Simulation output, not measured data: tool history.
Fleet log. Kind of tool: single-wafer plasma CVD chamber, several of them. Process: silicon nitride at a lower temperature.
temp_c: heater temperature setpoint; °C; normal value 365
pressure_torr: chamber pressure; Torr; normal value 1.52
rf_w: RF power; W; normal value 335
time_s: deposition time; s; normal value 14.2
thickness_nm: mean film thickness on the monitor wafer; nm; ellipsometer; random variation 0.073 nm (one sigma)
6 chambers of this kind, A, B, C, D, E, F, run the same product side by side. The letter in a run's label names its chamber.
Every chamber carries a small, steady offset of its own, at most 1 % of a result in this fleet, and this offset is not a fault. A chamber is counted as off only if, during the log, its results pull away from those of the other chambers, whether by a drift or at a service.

| run | hour | temp_c | pressure_torr | rf_w | time_s | hours since the last thermocouple change | hours since the last RF generator calibration | hours since the last manometer calibration | read-back reference wafer on the same gauge, thickness_nm | thickness_nm |
|---|---|---|---|---|---|---|---|---|---|---|
| 1B | 6 | 365 | 1.52 | 335 | 14.2 | 182.7 | 980.6 | 1661.1 | 17.902 | 17.423 |
| 2E | 10.5 | 365 | 1.52 | 335 | 14.2 | 949.2 | 375.8 | 1319.2 | 17.892 | 17.628 |
| 3C | 16.7 | 365 | 1.52 | 335 | 14.2 | 1895.1 | 1579.9 | 1572.1 | 17.899 | 17.458 |
| 4A | 24.9 | 365 | 1.52 | 335 | 14.2 | 1644.3 | 675.5 | 1090 | 17.894 | 17.518 |
| 5D | 28.9 | 365 | 1.52 | 335 | 14.2 | 334.6 | 522.8 | 1323.1 | 17.889 | 17.441 |
| 6F | 35.8 | 365 | 1.52 | 335 | 14.2 | 624.3 | 723.8 | 169.8 | 17.896 | 17.463 |
| 7D | 42.3 | 365 | 1.52 | 335 | 14.2 | 348 | 536.2 | 1336.5 | 17.901 | 17.519 |
| 8C | 47.2 | 365 | 1.52 | 335 | 14.2 | 1925.6 | 1610.4 | 1602.6 | 17.903 | 17.719 |
| 9F | 51.9 | 365 | 1.52 | 335 | 14.2 | 640.4 | 739.9 | 185.9 | 17.924 | 17.561 |
| 10E | 56.9 | 365 | 1.52 | 335 | 14.2 | 995.6 | 422.2 | 1365.6 | 17.887 | 17.334 |
| 11B | 63 | 365 | 1.52 | 335 | 14.2 | 239.7 | 1037.6 | 1718.1 | 17.872 | 17.538 |
| 12A | 71.3 | 365 | 1.52 | 335 | 14.2 | 1690.7 | 721.9 | 1136.4 | 17.896 | 17.338 |
| 13D | 78.4 | 365 | 1.52 | 335 | 14.2 | 384.1 | 572.3 | 1372.6 | 17.91 | 17.598 |
| 14B | 82.7 | 365 | 1.52 | 335 | 14.2 | 259.4 | 1057.3 | 1737.8 | 17.908 | 17.579 |
| 15A | 88.3 | 365 | 1.52 | 335 | 14.2 | 1707.7 | 738.9 | 1153.4 | 17.879 | 17.42 |
| 16E | 93.5 | 365 | 1.52 | 335 | 14.2 | 1032.2 | 458.8 | 1402.2 | 17.891 | 17.542 |
| 17C | 97.4 | 365 | 1.52 | 335 | 14.2 | 1975.8 | 1660.6 | 1652.8 | 17.897 | 17.592 |
| 18F | 105.1 | 365 | 1.33 | 335 | 11.8 | 693.6 | 793.1 | 239.1 | 17.903 | 14.047 |
| 19D | 111.9 | 365 | 1.33 | 335 | 11.8 | 417.6 | 605.8 | 1406.1 | 17.905 | 14.11 |
|  | 116.8 | chamber C: RF generator calibrated |
| 20B | 118.5 | 365 | 1.33 | 335 | 11.8 | 295.2 | 1093.1 | 1773.6 | 17.906 | 14.112 |
| 21C | 125.7 | 365 | 1.33 | 335 | 11.8 | 2004.1 | 8.9 | 1681.1 | 17.897 | 14.084 |
| 22E | 133.7 | 365 | 1.33 | 335 | 11.8 | 1072.4 | 499 | 1442.4 | 17.899 | 13.901 |
| 23F | 139.4 | 365 | 1.33 | 335 | 11.8 | 727.9 | 827.4 | 273.4 | 17.892 | 13.941 |
| 24A | 145.7 | 365 | 1.52 | 335 | 14.2 | 1765.1 | 796.3 | 1210.8 | 17.895 | 17.458 |
| 25B | 154.2 | 365 | 1.52 | 335 | 14.2 | 330.9 | 1128.8 | 1809.3 | 17.909 | 17.542 |
| 26A | 160.6 | 365 | 1.52 | 335 | 14.2 | 1780 | 811.2 | 1225.7 | 17.913 | 17.553 |
| 27F | 169 | 365 | 1.52 | 335 | 14.2 | 757.5 | 857 | 303 | 17.894 | 17.621 |
| 28E | 174 | 365 | 1.52 | 335 | 14.2 | 1112.7 | 539.3 | 1482.7 | 17.906 | 17.477 |
| 29C | 180.8 | 365 | 1.52 | 335 | 14.2 | 2059.2 | 64 | 1736.2 | 17.892 | 17.652 |
| 30D | 187.6 | 365 | 1.52 | 335 | 14.2 | 493.3 | 681.5 | 1481.8 | 17.883 | 17.427 |
| 31B | 194.7 | 365 | 1.52 | 335 | 14.2 | 371.4 | 1169.3 | 1849.8 | 17.895 | 17.424 |
| 32D | 198.8 | 365 | 1.52 | 335 | 15.7 | 504.5 | 692.7 | 1493 | 17.889 | 19.262 |
| 33C | 203.2 | 365 | 1.52 | 335 | 15.7 | 2081.6 | 86.4 | 1758.6 | 17.89 | 19.51 |
| 34E | 208.5 | 365 | 1.52 | 335 | 15.7 | 1147.2 | 573.8 | 1517.2 | 17.879 | 19.333 |
| 35F | 216.4 | 365 | 1.52 | 335 | 15.7 | 804.9 | 904.4 | 350.4 | 17.916 | 19.414 |
| 36A | 221.3 | 365 | 1.52 | 335 | 15.7 | 1840.7 | 871.9 | 1286.4 | 17.905 | 19.353 |
| 37A | 229 | 365 | 1.52 | 335 | 15.7 | 1848.4 | 879.6 | 1294.1 | 17.891 | 19.288 |
| 38F | 234.2 | 365 | 1.52 | 335 | 14.2 | 822.7 | 922.2 | 368.2 | 17.885 | 17.5 |
| 39D | 242.5 | 365 | 1.32 | 335 | 14.2 | 548.2 | 736.4 | 1536.7 | 17.91 | 16.775 |
| 40C | 248.7 | 365 | 1.32 | 335 | 14.2 | 2127.1 | 131.9 | 1804.1 | 17.905 | 16.927 |
|  | 254.5 | chamber B: capacitance manometer re-zeroed and calibrated |
| 41B | 257.1 | 365 | 1.32 | 335 | 14.2 | 433.8 | 1231.7 | 2.6 | 17.896 | 16.702 |
| 42E | 265.4 | 365 | 1.32 | 335 | 14.2 | 1204.1 | 630.7 | 1574.1 | 17.919 | 16.816 |
| 43F | 272.4 | 365 | 1.32 | 335 | 14.2 | 860.9 | 960.4 | 406.4 | 17.918 | 16.88 |
|  | 279.8 | chamber A: capacitance manometer re-zeroed and calibrated |
| 44A | 280.9 | 365 | 1.32 | 335 | 14.2 | 1900.3 | 931.5 | 1.2 | 17.907 | 16.747 |

For the next run the whole fleet of 6 chambers uses the same settings. Give each chamber's results:
| 45A | 287.2 | 365 | 1.52 | 280 | 14.2 |  |  |  |  | ? |
| 45B | 287.2 | 365 | 1.52 | 280 | 14.2 |  |  |  |  | ? |
| 45C | 287.2 | 365 | 1.52 | 280 | 14.2 |  |  |  |  | ? |
| 45D | 287.2 | 365 | 1.52 | 280 | 14.2 |  |  |  |  | ? |
| 45E | 287.2 | 365 | 1.52 | 280 | 14.2 |  |  |  |  | ? |
| 45F | 287.2 | 365 | 1.52 | 280 | 14.2 |  |  |  |  | ? |

| run | thickness_nm |
|---|---|
| 45A | 15.515 |
| 45B | 15.547 |
| 45C | 15.644 |
| 45D | 15.552 |
| 45E | 15.426 |
| 45F | 15.491 |

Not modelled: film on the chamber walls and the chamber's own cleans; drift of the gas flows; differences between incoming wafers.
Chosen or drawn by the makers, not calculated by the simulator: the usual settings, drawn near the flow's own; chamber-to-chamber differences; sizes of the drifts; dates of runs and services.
